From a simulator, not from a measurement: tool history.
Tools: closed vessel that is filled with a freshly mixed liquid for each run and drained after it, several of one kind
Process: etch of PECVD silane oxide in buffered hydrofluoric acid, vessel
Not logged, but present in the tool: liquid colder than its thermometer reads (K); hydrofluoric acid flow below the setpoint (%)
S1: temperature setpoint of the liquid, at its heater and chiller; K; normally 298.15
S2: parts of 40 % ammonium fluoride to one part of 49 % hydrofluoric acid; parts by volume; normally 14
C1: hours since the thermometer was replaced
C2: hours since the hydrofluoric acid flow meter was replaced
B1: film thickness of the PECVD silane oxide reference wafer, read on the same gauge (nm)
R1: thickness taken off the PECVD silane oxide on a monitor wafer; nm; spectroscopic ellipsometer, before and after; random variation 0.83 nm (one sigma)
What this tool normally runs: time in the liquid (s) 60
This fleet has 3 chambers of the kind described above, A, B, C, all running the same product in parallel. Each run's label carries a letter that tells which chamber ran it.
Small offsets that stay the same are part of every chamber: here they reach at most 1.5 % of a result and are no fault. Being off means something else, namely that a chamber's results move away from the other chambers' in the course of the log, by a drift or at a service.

run 1A hour=4.5 | S1=298.15 S2=14 time_in_the_liquid_(s)=60 | C1=1244.6 C2=1244 | B1=70.011 | R1=99.191
run 2C hour=7.1 | S1=298.15 S2=14 time_in_the_liquid_(s)=60 | C1=1276 C2=958.5 | B1=69.982 | R1=97.946
run 3B hour=11.7 | S1=298.15 S2=14 time_in_the_liquid_(s)=60 | C1=480.2 C2=1880 | B1=70.067 | R1=100.09
run 4C hour=16 | S1=298.15 S2=14 time_in_the_liquid_(s)=60 | C1=1284.9 C2=967.4 | B1=69.967 | R1=98.689
run 5B hour=20.2 | S1=296.15 S2=12 time_in_the_liquid_(s)=60 | C1=488.7 C2=1888.5 | B1=70.019 | R1=103.48
run 6A hour=23.1 | S1=296.15 S2=12 time_in_the_liquid_(s)=60 | C1=1263.2 C2=1262.6 | B1=70.032 | R1=103.7
run 7C hour=28.4 | S1=296.15 S2=12 time_in_the_liquid_(s)=60 | C1=1297.3 C2=979.8 | B1=69.985 | R1=101.57
run 8A hour=33.6 | S1=298.15 S2=14 time_in_the_liquid_(s)=60 | C1=1273.7 C2=1273.1 | B1=69.963 | R1=98.855
run 9B hour=38.7 | S1=293.65 S2=14 time_in_the_liquid_(s)=75 | C1=507.2 C2=1907 | B1=69.999 | R1=96.976
run 10B hour=41.2 | S1=293.65 S2=14 time_in_the_liquid_(s)=75 | C1=509.7 C2=1909.5 | B1=70.046 | R1=97.208
run 11C hour=44.3 | S1=293.65 S2=14 time_in_the_liquid_(s)=75 | C1=1313.2 C2=995.7 | B1=70.025 | R1=95.538
run 12A hour=47.4 | S1=298.15 S2=14 time_in_the_liquid_(s)=60 | C1=1287.5 C2=1286.9 | B1=70.076 | R1=97.728
run 13B hour=52.7 | S1=298.15 S2=14 time_in_the_liquid_(s)=60 | C1=521.2 C2=1921 | B1=69.984 | R1=101.72
run 14C hour=55 | S1=299.65 S2=14 time_in_the_liquid_(s)=60 | C1=1323.9 C2=1006.4 | B1=70.026 | R1=107.16
run 15A hour=59.2 | S1=299.65 S2=14 time_in_the_liquid_(s)=60 | C1=1299.3 C2=1298.7 | B1=70.003 | R1=107.76
run 16A hour=63.3 | S1=299.65 S2=14 time_in_the_liquid_(s)=60 | C1=1303.4 C2=1302.8 | B1=69.985 | R1=107.37
run 17C hour=67.2 | S1=298.15 S2=14 time_in_the_liquid_(s)=60 | C1=1336.1 C2=1018.6 | B1=70.041 | R1=97.782
run 18B hour=71.1 | S1=298.15 S2=14 time_in_the_liquid_(s)=60 | C1=539.6 C2=1939.4 | B1=69.972 | R1=99.52
run 19C hour=75.2 | S1=298.15 S2=14 time_in_the_liquid_(s)=85 | C1=1344.1 C2=1026.6 | B1=70.02 | R1=138.82
run 20A hour=79.5 | S1=298.15 S2=14 time_in_the_liquid_(s)=85 | C1=1319.6 C2=1319 | B1=70.003 | R1=138.53
run 21B hour=83 | S1=298.15 S2=14 time_in_the_liquid_(s)=85 | C1=551.5 C2=1951.3 | B1=70.015 | R1=139.85
-- hour=86.8 chamber A: hydrofluoric acid flow meter replaced
run 22C hour=87.6 | S1=298.15 S2=14 time_in_the_liquid_(s)=60 | C1=1356.5 C2=1039 | B1=69.997 | R1=98.467
run 23A hour=91.2 | S1=298.15 S2=14 time_in_the_liquid_(s)=60 | C1=1331.3 C2=4.4 | B1=70.037 | R1=96.339
run 24B hour=95.6 | S1=298.15 S2=14 time_in_the_liquid_(s)=60 | C1=564.1 C2=1963.9 | B1=69.945 | R1=99.308
run 25A hour=100.1 | S1=298.15 S2=14 time_in_the_liquid_(s)=60 | C1=1340.2 C2=13.3 | B1=69.968 | R1=95.977
run 26B hour=102.7 | S1=298.15 S2=14 time_in_the_liquid_(s)=60 | C1=571.2 C2=1971 | B1=70.011 | R1=99.599
run 27C hour=107 | S1=298.15 S2=14 time_in_the_liquid_(s)=60 | C1=1375.9 C2=1058.4 | B1=70.066 | R1=97.08
run 28A hour=110.9 | S1=298.15 S2=14 time_in_the_liquid_(s)=60 | C1=1351 C2=24.1 | B1=69.998 | R1=93.733
run 29C hour=114 | S1=298.15 S2=14 time_in_the_liquid_(s)=60 | C1=1382.9 C2=1065.4 | B1=70.022 | R1=97.875
run 30B hour=117.1 | S1=298.15 S2=14 time_in_the_liquid_(s)=60 | C1=585.6 C2=1985.4 | B1=70.039 | R1=100.02
run 31C hour=121.9 | S1=298.15 S2=14 time_in_the_liquid_(s)=60 | C1=1390.8 C2=1073.3 | B1=70.022 | R1=97.878
run 32B hour=125.8 | S1=298.15 S2=14 time_in_the_liquid_(s)=60 | C1=594.3 C2=1994.1 | B1=70.036 | R1=99.726
run 33A hour=129.2 | S1=298.15 S2=14 time_in_the_liquid_(s)=60 | C1=1369.3 C2=42.4 | B1=69.997 | R1=92.973
run 34C hour=132.3 | S1=298.15 S2=14 time_in_the_liquid_(s)=60 | C1=1401.2 C2=1083.7 | B1=69.994 | R1=97.531
-- hour=134 chamber C: thermometer replaced
run 35A hour=136.9 | S1=298.15 S2=14 time_in_the_liquid_(s)=60 | C1=1377 C2=50.1 | B1=70.015 | R1=92.975
run 36B hour=140.1 | S1=298.15 S2=14 time_in_the_liquid_(s)=60 | C1=608.6 C2=2008.4 | B1=70.01 | R1=101.43
run 37C hour=143.6 | S1=293.65 S2=9.5 time_in_the_liquid_(s)=60 | C1=9.6 C2=1095 | B1=70.075 | R1=110.18
run 38A hour=148.3 | S1=293.65 S2=9.5 time_in_the_liquid_(s)=60 | C1=1388.4 C2=61.5 | B1=70.056 | R1=101.56
run 39B hour=153 | S1=293.65 S2=9.5 time_in_the_liquid_(s)=60 | C1=621.5 C2=2021.3 | B1=69.976 | R1=114.16
run 40C hour=156.2 | S1=298.15 S2=14 time_in_the_liquid_(s)=60 | C1=22.2 C2=1107.6 | B1=70.011 | R1=96.945
run 41B hour=159 | S1=298.15 S2=11.5 time_in_the_liquid_(s)=50 | C1=627.5 C2=2027.3 | B1=70.04 | R1=101.36
run 42A hour=164.2 | S1=298.15 S2=11.5 time_in_the_liquid_(s)=50 | C1=1404.3 C2=77.4 | B1=70.029 | R1=91.852

All 3 chambers run these settings next. Forecast each chamber's results:
run 43A hour=168 | S1=298.15 S2=14 time_in_the_liquid_(s)=60 | R1=?
run 43B hour=168 | S1=298.15 S2=14 time_in_the_liquid_(s)=60 | R1=?
run 43C hour=168 | S1=298.15 S2=14 time_in_the_liquid_(s)=60 | R1=?

run=43A R1=88.637
run=43B R1=99.422
run=43C R1=97.487
